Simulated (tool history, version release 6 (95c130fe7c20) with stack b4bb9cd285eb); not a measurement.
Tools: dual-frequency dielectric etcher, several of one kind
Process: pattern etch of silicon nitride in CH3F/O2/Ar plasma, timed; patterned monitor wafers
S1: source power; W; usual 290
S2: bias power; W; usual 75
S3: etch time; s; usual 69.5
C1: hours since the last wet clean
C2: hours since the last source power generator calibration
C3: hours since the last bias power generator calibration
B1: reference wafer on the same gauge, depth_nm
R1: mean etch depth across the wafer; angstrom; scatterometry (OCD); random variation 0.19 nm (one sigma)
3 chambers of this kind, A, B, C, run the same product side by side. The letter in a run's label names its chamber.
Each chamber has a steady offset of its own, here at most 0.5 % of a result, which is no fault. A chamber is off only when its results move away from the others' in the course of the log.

run   hour   S1  S2    S3     C1      C2      C3      B1      R1
 1A    5.1  290  75  69.5  201.3  1146.0  2138.8  39.161  439.02
 2B    9.5  290  75  69.5  316.4  2104.1  1057.5  39.204  435.65
 3C   15.7  290  75  69.5   92.5  3259.2  1093.7  39.156  441.69
 4A   19.0  290  75  69.5  215.2  1159.9  2152.7  39.175  437.71
 5B   25.8  290  75  69.5  332.7  2120.4  1073.8  39.193  437.95
 6C   33.2  290  75  69.5  110.0  3276.7  1111.2  39.196  437.31
 7C   38.9  290  75  69.5  115.7  3282.4  1116.9  39.212  436.18
 8A   42.2  290  75  69.5  238.4  1183.1  2175.9  39.173  435.90
 9B   49.1  290  75  69.5  356.0  2143.7  1097.1  39.200  437.95
10A   52.7  290  58  69.5  248.9  1193.6  2186.4  39.212  398.47
11C   57.1  290  58  69.5  133.9  3300.6  1135.1  39.171  402.10
12B   63.4  290  58  69.5  370.3  2158.0  1111.4  39.201  401.29
13C   67.5  290  75  69.5  144.3  3311.0  1145.5  39.156  436.30
14A   73.0  290  75  69.5  269.2  1213.9  2206.7  39.216  432.73
15B   79.7  290  75  69.5  386.6  2174.3  1127.7  39.177  441.59
16B   83.7  290  75  69.5  390.6  2178.3  1131.7  39.173  442.16
17A   88.2  290  75  69.5  284.4  1229.1  2221.9  39.210  438.23
18C   91.9  290  75  69.5  168.7  3335.4  1169.9  39.217  436.47
19A   98.1  290  75  69.5  294.3  1239.0  2231.8  39.223  435.84
20C  104.3  290  75  69.5  181.1  3347.8  1182.3  39.260  433.53
21B  111.7  290  75  69.5  418.6  2206.3  1159.7  39.189  448.33
22C  115.0  290  75  69.5  191.8  3358.5  1193.0  39.211  435.79
23A  118.7  290  75  69.5  314.9  1259.6  2252.4  39.209  437.10
24B  122.3  290  75  53.0  429.2  2216.9  1170.3  39.167  344.98
25A  127.0  290  75  53.0  323.2  1267.9  2260.7  39.172  332.70
26B  130.3  290  75  53.0  437.2  2224.9  1178.3  39.239  343.61
27C  134.7  290  75  69.5  211.5  3378.2  1212.7  39.214  438.20

Next, every chamber runs the same settings. What will each give?
28A  140.1  250  75  69.5                   ?
28B  140.1  250  75  69.5                   ?
28C  140.1  250  75  69.5                   ?

run      R1
28A  409.43
28B  430.18
28C  414.45
